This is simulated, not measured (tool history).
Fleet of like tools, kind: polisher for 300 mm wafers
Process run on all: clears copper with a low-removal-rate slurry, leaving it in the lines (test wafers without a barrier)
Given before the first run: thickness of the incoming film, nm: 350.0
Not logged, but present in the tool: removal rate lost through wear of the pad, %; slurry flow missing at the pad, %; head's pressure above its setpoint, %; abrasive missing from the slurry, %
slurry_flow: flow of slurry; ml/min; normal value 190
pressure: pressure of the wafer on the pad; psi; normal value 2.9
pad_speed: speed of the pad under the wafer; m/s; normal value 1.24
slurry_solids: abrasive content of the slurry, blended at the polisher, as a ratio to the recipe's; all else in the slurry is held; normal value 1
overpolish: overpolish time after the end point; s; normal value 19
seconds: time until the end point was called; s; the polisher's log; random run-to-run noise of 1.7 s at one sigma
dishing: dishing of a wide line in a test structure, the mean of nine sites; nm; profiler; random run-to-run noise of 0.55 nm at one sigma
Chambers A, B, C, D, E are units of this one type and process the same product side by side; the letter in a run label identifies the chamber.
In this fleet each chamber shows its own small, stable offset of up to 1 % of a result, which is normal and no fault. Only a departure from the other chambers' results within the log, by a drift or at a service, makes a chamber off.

run,hour,slurry_flow,pressure,pad_speed,slurry_solids,overpolish,wafers polished on this pad,hours since the slurry nozzle was cleaned,hours since the head pressure was calibrated,hours since the slurry blender was calibrated,seconds,dishing
1C,6,190,2.9,1.24,1,19,1018,35.5,230.6,140.2,106.94,40.68
2A,9,190,2.9,1.24,1,19,943,246.6,274.6,140.5,102.02,40.686
3E,12.4,190,2.9,1.24,1,19,495,118.2,33.4,262.6,103.21,39.656
4B,18.6,190,2.9,1.24,1,19,413,96.5,124,43.3,102.05,41.363
5D,21.7,190,2.9,1.24,1,19,786,599.9,76.7,102.3,106.9,39.485
6B,27.3,190,2.9,1.24,1,19,484,105.2,132.7,52,105.64,41.201
# hour 27.5: chamber A: worn pad replaced by a new one
7D,33.8,190,2.9,1.24,1,19,885,612,88.8,114.4,106.89,41.235
8E,39.3,190,2.9,1.24,1,19,715,145.1,60.3,289.5,107.39,41.149
9A,42.8,190,2.9,1.24,1,19,126,280.4,308.4,174.3,107.48,40.256
# hour 45.5: chamber C: worn pad replaced by a new one
10C,49.2,190,2.9,1.24,1,19,30,78.7,273.8,183.4,104.07,41.199
11D,54,190,2.9,1.24,1,19,1050,632.2,109,134.6,103.77,40.845
12C,57.3,190,2.9,1.24,1,19,97,86.8,281.9,191.5,106.09,41.776
13B,62.4,190,2.9,1.24,1,19,772,140.3,167.8,87.1,100.73,41.165
14A,67.3,240,2.9,1.24,1.2,19,326,304.9,332.9,198.8,98.135,43.05
15E,73.5,240,2.9,1.24,1.2,19,995,179.3,94.5,323.7,98.571,42.813
16A,80.1,240,2.9,1.24,1.2,19,431,317.7,345.7,211.6,97.591,43.366
17B,83.2,240,2.9,1.24,1.2,19,942,161.1,188.6,107.9,97.207,43.022
# hour 84.9: chamber D: worn pad replaced by a new one
18C,86.2,240,2.9,1.24,1.2,19,333,115.7,310.8,220.4,102.39,42.887
19D,89.6,190,2.9,1.24,1,19,39,667.8,144.6,170.2,104.82,40.125
# hour 91.2: chamber E: slurry blender recalibrated
20E,94.3,190,2.9,1.24,1,19,1165,200.1,115.3,3.2,103.28,40.318
# hour 95.8: chamber B: worn pad replaced by a new one
21D,98.9,190,2.9,1.24,1,19,115,677.1,153.9,179.5,101.74,40.858
22A,104.3,190,2.9,1.24,1,19,629,341.9,369.9,235.8,103.42,40.09
23C,109.9,190,2.9,1.24,1,19,527,139.4,334.5,244.1,104.78,41.806
24E,113.1,190,2.9,1.24,1,19,1319,218.9,134.1,22,103.38,40.467
25B,118.7,190,2.9,1.24,1,19,187,196.6,224.1,143.4,103.77,40.422
26E,123.6,190,2.9,1.24,1,19,1405,229.4,144.6,32.5,99.9,39.937
# hour 124.7: chamber E: worn pad replaced by a new one
27D,127,190,2.9,1.24,1,19,345,705.2,182,207.6,106.45,41.005
28C,132.2,190,2.9,1.24,1,19,709,161.7,356.8,266.4,105.19,41.367
29B,135.2,190,2.9,1.24,1,19,322,213.1,240.6,159.9,102.86,41.725
# hour 137.5: chamber A: slurry blender recalibrated
# hour 140.5: chamber A: slurry nozzle cleaned
30A,141.3,190,2.9,1.24,1,19,932,0.9,406.9,3.9,105.35,41.787
# hour 142.1: chamber B: slurry blender recalibrated
31C,145.6,190,2.9,1.24,1,19,819,175.1,370.2,279.8,106.68,41.933
32D,150.1,190,2.4,1.24,1,19,534,728.3,205.1,230.7,127.15,34.452
33E,156.5,190,2.4,1.24,1,19,260,262.3,177.5,65.4,126.25,33.871
34B,161,190,2.4,1.24,1,19,534,238.9,266.4,18.9,126.7,34.979
35A,165.7,190,2.4,1.24,1,19,1131,25.3,431.3,28.3,124.97,34.054
36E,169.1,190,2.4,1.24,1,19,363,274.9,190.1,78,126.33,34.68
37B,172,190,2.9,1.24,1.1,19,624,249.9,277.4,29.9,100.05,41.777
# hour 173.8: chamber D: slurry blender recalibrated
38C,177.8,190,2.9,1.24,1.1,19,1083,207.3,402.4,312,102.37,40.914
39D,181.4,190,2.9,1.24,1.1,19,790,759.6,236.4,7.6,102.37,41.577
# hour 184.4: chamber A: worn pad replaced by a new one
40A,184.4,190,2.9,1.24,1.1,19,0,44,450,47,102.34,41.369
41D,189.5,190,2.9,1.24,1.1,19,856,767.7,244.5,15.7,102.91,41.451

What goes on in this fleet: one chamber off, a drifting gauge, or nothing beyond the chambers' own small offsets? Name the chamber and the cause, if any.

All chambers stay in line apart from their small fixed offsets, and the gauge does not drift.
